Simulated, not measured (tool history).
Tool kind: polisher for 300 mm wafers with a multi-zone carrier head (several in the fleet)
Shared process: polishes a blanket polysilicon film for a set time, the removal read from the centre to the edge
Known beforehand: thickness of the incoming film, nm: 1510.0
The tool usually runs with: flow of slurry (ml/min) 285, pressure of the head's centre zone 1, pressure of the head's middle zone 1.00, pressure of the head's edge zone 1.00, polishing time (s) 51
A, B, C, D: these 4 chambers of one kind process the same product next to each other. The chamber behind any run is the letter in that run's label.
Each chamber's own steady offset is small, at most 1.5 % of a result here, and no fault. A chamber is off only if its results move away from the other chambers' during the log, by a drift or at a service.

| run | hour | flow of slurry (ml/min) | pressure of the head's centre zone | pressure of the head's middle zone | pressure of the head's edge zone | polishing time (s) | film removed at the wafer's centre (angstrom) | film removed at mid-radius (angstrom) | film removed at the wafer's edge (angstrom) |
|---|---|---|---|---|---|---|---|---|---|
| 1C | 7.0 | 285 | 1 | 1.00 | 1.00 | 51 | 5106.0 | 5149.1 | 5131.0 |
|  | 8.8 | chamber B: slurry nozzle cleaned |
| 2D | 11.2 | 285 | 1 | 1.00 | 1.00 | 51 | 5112.8 | 5097.5 | 5134.1 |
| 3A | 14.4 | 285 | 1 | 1.00 | 1.00 | 51 | 5207.0 | 5096.6 | 5097.1 |
| 4B | 20.6 | 285 | 1 | 1.00 | 1.00 | 51 | 5104.5 | 5216.3 | 5093.4 |
| 5A | 27.3 | 285 | 1 | 1.00 | 1.00 | 51 | 5154.2 | 5115.8 | 5160.2 |
|  | 31.9 | chamber B: worn pad replaced by a new one |
| 6B | 32.0 | 285 | 1 | 1.00 | 1.00 | 51 | 5062.1 | 5104.4 | 5126.6 |
| 7C | 37.3 | 285 | 1 | 1.00 | 1.00 | 51 | 4976.7 | 5101.2 | 5106.8 |
|  | 39.3 | chamber A: worn pad replaced by a new one |
| 8D | 40.9 | 285 | 1 | 1.00 | 1.00 | 51 | 5028.8 | 5108.8 | 5050.2 |
| 9D | 44.6 | 285 | 1 | 1.00 | 1.00 | 51 | 5072.1 | 5158.3 | 5074.7 |
| 10B | 49.4 | 285 | 1 | 1.00 | 1.00 | 51 | 5024.5 | 5183.8 | 5101.5 |
| 11C | 54.7 | 285 | 1 | 1.00 | 1.00 | 51 | 4970.2 | 5007.0 | 4942.6 |
| 12A | 60.9 | 285 | 1 | 1.00 | 1.07 | 51 | 5072.0 | 5098.2 | 5370.9 |
| 13B | 64.9 | 285 | 1 | 1.00 | 1.07 | 51 | 5237.8 | 5168.6 | 5303.6 |
| 14D | 71.5 | 285 | 1 | 1.00 | 1.07 | 51 | 5115.8 | 5170.9 | 5247.0 |
| 15A | 75.0 | 285 | 1 | 1.00 | 1.07 | 51 | 5169.6 | 5200.6 | 5320.6 |
| 16C | 80.4 | 285 | 1 | 1.00 | 1.00 | 51 | 4837.7 | 4939.0 | 4873.9 |
| 17C | 86.8 | 285 | 1 | 1.00 | 1.00 | 51 | 5023.1 | 4991.1 | 4890.8 |
| 18A | 89.9 | 285 | 1 | 1.00 | 1.00 | 51 | 5112.6 | 5123.3 | 5157.4 |
| 19D | 97.0 | 285 | 1 | 1.05 | 1.00 | 51 | 5113.6 | 5370.8 | 5061.2 |
| 20B | 101.7 | 285 | 1 | 1.05 | 1.00 | 51 | 5086.6 | 5437.6 | 5076.1 |
| 21B | 108.8 | 285 | 1 | 1.05 | 1.00 | 51 | 5007.7 | 5413.6 | 5130.4 |
| 22C | 112.5 | 285 | 1 | 1.05 | 1.00 | 51 | 4693.1 | 4958.9 | 4742.6 |
| 23A | 117.4 | 285 | 1 | 1.00 | 1.00 | 51 | 5094.7 | 5167.6 | 5217.6 |
| 24D | 120.7 | 285 | 1 | 1.00 | 1.00 | 51 | 5020.5 | 5089.8 | 5012.8 |
| 25B | 124.3 | 285 | 1 | 1.00 | 1.00 | 51 | 5063.9 | 5167.0 | 5063.7 |

Next, every chamber runs the same settings. What will each give?
| 26A | 129.4 | 285 | 1 | 1.00 | 1.00 | 51 | ? | ? | ? |
| 26B | 129.4 | 285 | 1 | 1.00 | 1.00 | 51 | ? | ? | ? |
| 26C | 129.4 | 285 | 1 | 1.00 | 1.00 | 51 | ? | ? | ? |
| 26D | 129.4 | 285 | 1 | 1.00 | 1.00 | 51 | ? | ? | ? |

| run | film removed at the wafer's centre (angstrom) | film removed at mid-radius (angstrom) | film removed at the wafer's edge (angstrom) |
|---|---|---|---|
| 26A | 5228.9 | 5111.7 | 5172.2 |
| 26B | 5119.5 | 5113.8 | 5070.8 |
| 26C | 4676.1 | 4671.0 | 4645.2 |
| 26D | 5161.6 | 5175.0 | 5087.5 |
